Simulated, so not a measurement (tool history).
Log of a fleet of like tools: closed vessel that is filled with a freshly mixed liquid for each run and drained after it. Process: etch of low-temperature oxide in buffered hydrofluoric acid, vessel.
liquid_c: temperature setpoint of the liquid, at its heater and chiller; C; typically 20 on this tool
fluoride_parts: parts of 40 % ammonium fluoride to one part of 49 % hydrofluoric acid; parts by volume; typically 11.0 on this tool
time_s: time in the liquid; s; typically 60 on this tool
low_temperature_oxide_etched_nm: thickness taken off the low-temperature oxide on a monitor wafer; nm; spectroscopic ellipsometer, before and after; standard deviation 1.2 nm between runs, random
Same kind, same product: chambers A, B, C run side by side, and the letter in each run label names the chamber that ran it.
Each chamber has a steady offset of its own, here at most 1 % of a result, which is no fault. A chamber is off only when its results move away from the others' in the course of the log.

run	hour	liquid_c	fluoride_parts	time_s	hours since the thermometer was replaced	hours since the hydrofluoric acid flow meter was replaced	read-back film thickness of the low-temperature oxide reference wafer, read on the same gauge (nm)	low_temperature_oxide_etched_nm
1B	12.2	20	11.0	60	665.3	302.1	30.023	186.32
2C	23.7	20	11.0	60	283.5	2013.1	29.995	187.32
3A	33.6	20	11.0	60	801.3	1083.8	30.029	184.08
4A	44.4	20	11.0	60	812.1	1094.6	30.019	182.97
5B	50.5	20	11.0	60	703.6	340.4	29.978	184.53
6C	57.9	20	11.0	60	317.7	2047.3	30.050	184.53
7A	66.4	20	11.0	60	834.1	1116.6	29.989	181.67
8C	72.7	20	11.0	60	332.5	2062.1	30.025	184.44
9B	83.1	20	11.0	60	736.2	373.0	29.996	183.90
10B	91.9	20	11.0	60	745.0	381.8	29.959	184.40
11A	103.2	20	11.0	60	870.9	1153.4	30.041	184.19
12C	115.1	20	11.0	60	374.9	2104.5	29.959	184.15
13C	127.8	20	11.0	60	387.6	2117.2	30.038	184.19
14B	139.3	20	11.0	60	792.4	429.2	29.984	185.38
15A	147.3	20	11.0	60	915.0	1197.5	30.003	183.24
16C	159.2	20	15.0	60	419.0	2148.6	30.012	137.24
17B	168.9	20	15.0	60	822.0	458.8	30.007	136.70
18A	177.9	20	15.0	60	945.6	1228.1	29.993	135.63
19C	189.2	20	11.0	60	449.0	2178.6	30.052	186.94
20B	196.7	20	11.0	60	849.8	486.6	29.992	186.52
# hour 199.1: chamber C: hydrofluoric acid flow meter replaced
21A	209.5	20	11.0	60	977.2	1259.7	29.980	184.82
# hour 211.4: chamber B: thermometer replaced
# hour 212.1: chamber A: hydrofluoric acid flow meter replaced
22B	221.0	20	11.0	60	9.7	510.9	29.988	186.91
23C	231.3	20	11.0	60	491.1	32.3	30.020	184.32
24A	237.2	20	11.0	60	1004.9	25.2	29.967	180.36
25C	246.9	23	11.0	35	506.7	47.9	30.022	127.41
26A	254.9	23	11.0	35	1022.6	42.9	30.020	126.76
27B	266.0	23	11.0	35	54.7	555.9	29.962	130.34
28A	275.1	20	11.0	60	1042.8	63.1	30.010	183.21
29B	287.8	20	11.0	60	76.5	577.7	29.942	189.41
30C	299.6	20	11.0	60	559.4	100.6	30.030	185.25
31A	309.7	20	11.0	60	1077.4	97.7	29.978	185.14
32B	321.0	20	11.0	60	109.7	610.9	29.984	189.96
33C	329.8	22	14.0	60	589.6	130.8	30.025	162.10
34A	340.4	22	14.0	60	1108.1	128.4	29.989	161.74
35B	353.1	22	14.0	60	141.8	643.0	29.962	171.37

Decide between three cases: one chamber stands off from its peers, the gauge reading all wafers drifts, or nothing is wrong past each chamber's small offset. Where a chamber is off, say which and what most likely put it there.

Little by little, chamber B moves away from the other chambers.
Cause: hydrofluoric acid flow above the setpoint (%) = 4.97.

Here are 4 candidates for chamber B's next run, each the usual settings with a change, their results left as question marks. Which one brings its results back in line with what the others give on the usual settings?
In-line tolerance around the mean of the other chambers on the usual settings: low_temperature_oxide_etched_nm 4.30 nm
36B-1	362.3	20	10.5	60				?
36B-2	362.3	20	11.5	60				?
36B-3	362.3	20	11.0	65				?
36B-4	362.3	20	11.0	55				?

Usual-settings mean across the other chambers: low_temperature_oxide_etched_nm 184.38 nm
run	low_temperature_oxide_etched_nm
36B-1	201.16
36B-2	184.11
36B-3	208.28
36B-4	176.23
36B-2 puts the chamber back in line with the other chambers.
